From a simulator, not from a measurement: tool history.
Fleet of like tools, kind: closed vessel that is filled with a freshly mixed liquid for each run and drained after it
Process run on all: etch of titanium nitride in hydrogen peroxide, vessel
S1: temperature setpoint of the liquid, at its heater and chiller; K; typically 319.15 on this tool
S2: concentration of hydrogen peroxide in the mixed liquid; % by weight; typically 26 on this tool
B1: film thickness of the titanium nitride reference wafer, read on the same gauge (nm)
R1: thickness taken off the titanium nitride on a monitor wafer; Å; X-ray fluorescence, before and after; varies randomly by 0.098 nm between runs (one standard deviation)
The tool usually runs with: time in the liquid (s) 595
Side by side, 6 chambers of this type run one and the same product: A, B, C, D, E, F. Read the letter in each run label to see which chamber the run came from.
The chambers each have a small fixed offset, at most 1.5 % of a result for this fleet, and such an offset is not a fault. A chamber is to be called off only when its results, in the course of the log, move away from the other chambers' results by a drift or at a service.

{"run": "1F", "hour": 5.9, "S1": 319.15, "S2": 26, "time in the liquid (s)": 595, "B1": 59.972, "R1": 274.71}
{"run": "2E", "hour": 17.7, "S1": 319.15, "S2": 26, "time in the liquid (s)": 595, "B1": 60.005, "R1": 277.1}
{"run": "3B", "hour": 25.6, "S1": 319.15, "S2": 26, "time in the liquid (s)": 595, "B1": 59.987, "R1": 276.55}
{"hour": 29.7, "done": "chamber B: new drum of peroxide connected"}
{"run": "4D", "hour": 32.3, "S1": 319.15, "S2": 26, "time in the liquid (s)": 595, "B1": 60.014, "R1": 272.96}
{"run": "5C", "hour": 45.2, "S1": 319.15, "S2": 26, "time in the liquid (s)": 595, "B1": 60.045, "R1": 278.81}
{"run": "6A", "hour": 56.6, "S1": 319.15, "S2": 26, "time in the liquid (s)": 595, "B1": 60.0, "R1": 274.1}
{"run": "7C", "hour": 63.9, "S1": 324.65, "S2": 26, "time in the liquid (s)": 415, "B1": 59.992, "R1": 288.94}
{"run": "8E", "hour": 73.0, "S1": 324.65, "S2": 26, "time in the liquid (s)": 415, "B1": 60.051, "R1": 289.12}
{"hour": 80.0, "done": "chamber F: new drum of peroxide connected"}
{"run": "9F", "hour": 80.4, "S1": 324.65, "S2": 26, "time in the liquid (s)": 415, "B1": 59.973, "R1": 289.06}
{"hour": 87.8, "done": "chamber B: peroxide flow meter replaced"}
{"run": "10A", "hour": 89.6, "S1": 324.65, "S2": 26, "time in the liquid (s)": 415, "B1": 60.001, "R1": 285.87}
{"run": "11D", "hour": 98.3, "S1": 324.65, "S2": 26, "time in the liquid (s)": 415, "B1": 60.01, "R1": 285.61}
{"run": "12B", "hour": 107.2, "S1": 324.65, "S2": 26, "time in the liquid (s)": 415, "B1": 60.029, "R1": 289.39}
{"run": "13B", "hour": 114.4, "S1": 319.15, "S2": 26, "time in the liquid (s)": 595, "B1": 59.987, "R1": 275.6}
{"run": "14E", "hour": 124.4, "S1": 319.15, "S2": 26, "time in the liquid (s)": 595, "B1": 59.981, "R1": 277.11}
{"run": "15D", "hour": 133.0, "S1": 319.15, "S2": 26, "time in the liquid (s)": 895, "B1": 60.006, "R1": 409.3}
{"run": "16A", "hour": 145.9, "S1": 319.15, "S2": 26, "time in the liquid (s)": 895, "B1": 59.967, "R1": 413.35}
{"run": "17F", "hour": 154.8, "S1": 319.15, "S2": 26, "time in the liquid (s)": 895, "B1": 59.978, "R1": 411.55}
{"run": "18C", "hour": 162.7, "S1": 319.15, "S2": 26, "time in the liquid (s)": 895, "B1": 59.953, "R1": 417.07}
{"run": "19F", "hour": 171.3, "S1": 319.15, "S2": 26, "time in the liquid (s)": 895, "B1": 60.011, "R1": 411.21}
{"run": "20C", "hour": 178.7, "S1": 319.15, "S2": 26, "time in the liquid (s)": 895, "B1": 60.0, "R1": 417.01}
{"run": "21E", "hour": 185.7, "S1": 319.15, "S2": 26, "time in the liquid (s)": 595, "B1": 60.028, "R1": 280.41}
{"run": "22A", "hour": 192.4, "S1": 319.15, "S2": 26, "time in the liquid (s)": 595, "B1": 59.974, "R1": 273.7}
{"run": "23B", "hour": 202.6, "S1": 319.15, "S2": 26, "time in the liquid (s)": 595, "B1": 59.992, "R1": 275.48}
{"run": "24D", "hour": 211.9, "S1": 319.15, "S2": 26, "time in the liquid (s)": 595, "B1": 60.004, "R1": 271.88}
{"run": "25F", "hour": 221.2, "S1": 319.15, "S2": 26, "time in the liquid (s)": 595, "B1": 59.966, "R1": 274.63}
{"run": "26C", "hour": 232.3, "S1": 319.15, "S2": 26, "time in the liquid (s)": 595, "B1": 60.005, "R1": 277.14}
{"run": "27B", "hour": 242.7, "S1": 319.15, "S2": 26, "time in the liquid (s)": 595, "B1": 59.998, "R1": 276.0}
{"run": "28A", "hour": 250.1, "S1": 319.15, "S2": 26, "time in the liquid (s)": 595, "B1": 59.964, "R1": 273.4}
{"run": "29E", "hour": 260.6, "S1": 319.15, "S2": 26, "time in the liquid (s)": 595, "B1": 59.994, "R1": 276.91}
{"hour": 268.1, "done": "chamber A: new drum of peroxide connected"}
{"run": "30D", "hour": 268.6, "S1": 319.15, "S2": 30, "time in the liquid (s)": 595, "B1": 59.968, "R1": 281.05}
{"run": "31A", "hour": 277.0, "S1": 319.15, "S2": 30, "time in the liquid (s)": 595, "B1": 60.002, "R1": 282.38}
{"run": "32D", "hour": 288.7, "S1": 319.15, "S2": 30, "time in the liquid (s)": 595, "B1": 60.003, "R1": 281.04}
{"run": "33F", "hour": 294.6, "S1": 319.15, "S2": 30, "time in the liquid (s)": 595, "B1": 60.008, "R1": 282.76}
{"run": "34E", "hour": 303.9, "S1": 319.15, "S2": 30, "time in the liquid (s)": 595, "B1": 60.033, "R1": 286.68}
{"run": "35C", "hour": 311.7, "S1": 319.15, "S2": 30, "time in the liquid (s)": 595, "B1": 60.014, "R1": 284.42}
{"run": "36B", "hour": 324.6, "S1": 319.15, "S2": 26, "time in the liquid (s)": 595, "B1": 60.04, "R1": 276.11}
{"run": "37E", "hour": 331.3, "S1": 319.15, "S2": 26, "time in the liquid (s)": 595, "B1": 60.017, "R1": 277.76}
{"run": "38A", "hour": 339.7, "S1": 319.15, "S2": 26, "time in the liquid (s)": 595, "B1": 60.013, "R1": 273.81}
{"run": "39F", "hour": 346.1, "S1": 319.15, "S2": 26, "time in the liquid (s)": 595, "B1": 59.964, "R1": 273.13}
{"run": "40C", "hour": 354.4, "S1": 319.15, "S2": 26, "time in the liquid (s)": 595, "B1": 60.022, "R1": 278.03}
{"run": "41B", "hour": 364.4, "S1": 319.15, "S2": 30, "time in the liquid (s)": 595, "B1": 59.995, "R1": 285.99}

Which is it: a chamber that has drifted or been left off by a service, a gauge drift common to all chambers, or only each chamber's usual small offset? If a chamber is off, name it and its likeliest cause.

No chamber stands off beyond its own small offset, and the gauge holds steady.

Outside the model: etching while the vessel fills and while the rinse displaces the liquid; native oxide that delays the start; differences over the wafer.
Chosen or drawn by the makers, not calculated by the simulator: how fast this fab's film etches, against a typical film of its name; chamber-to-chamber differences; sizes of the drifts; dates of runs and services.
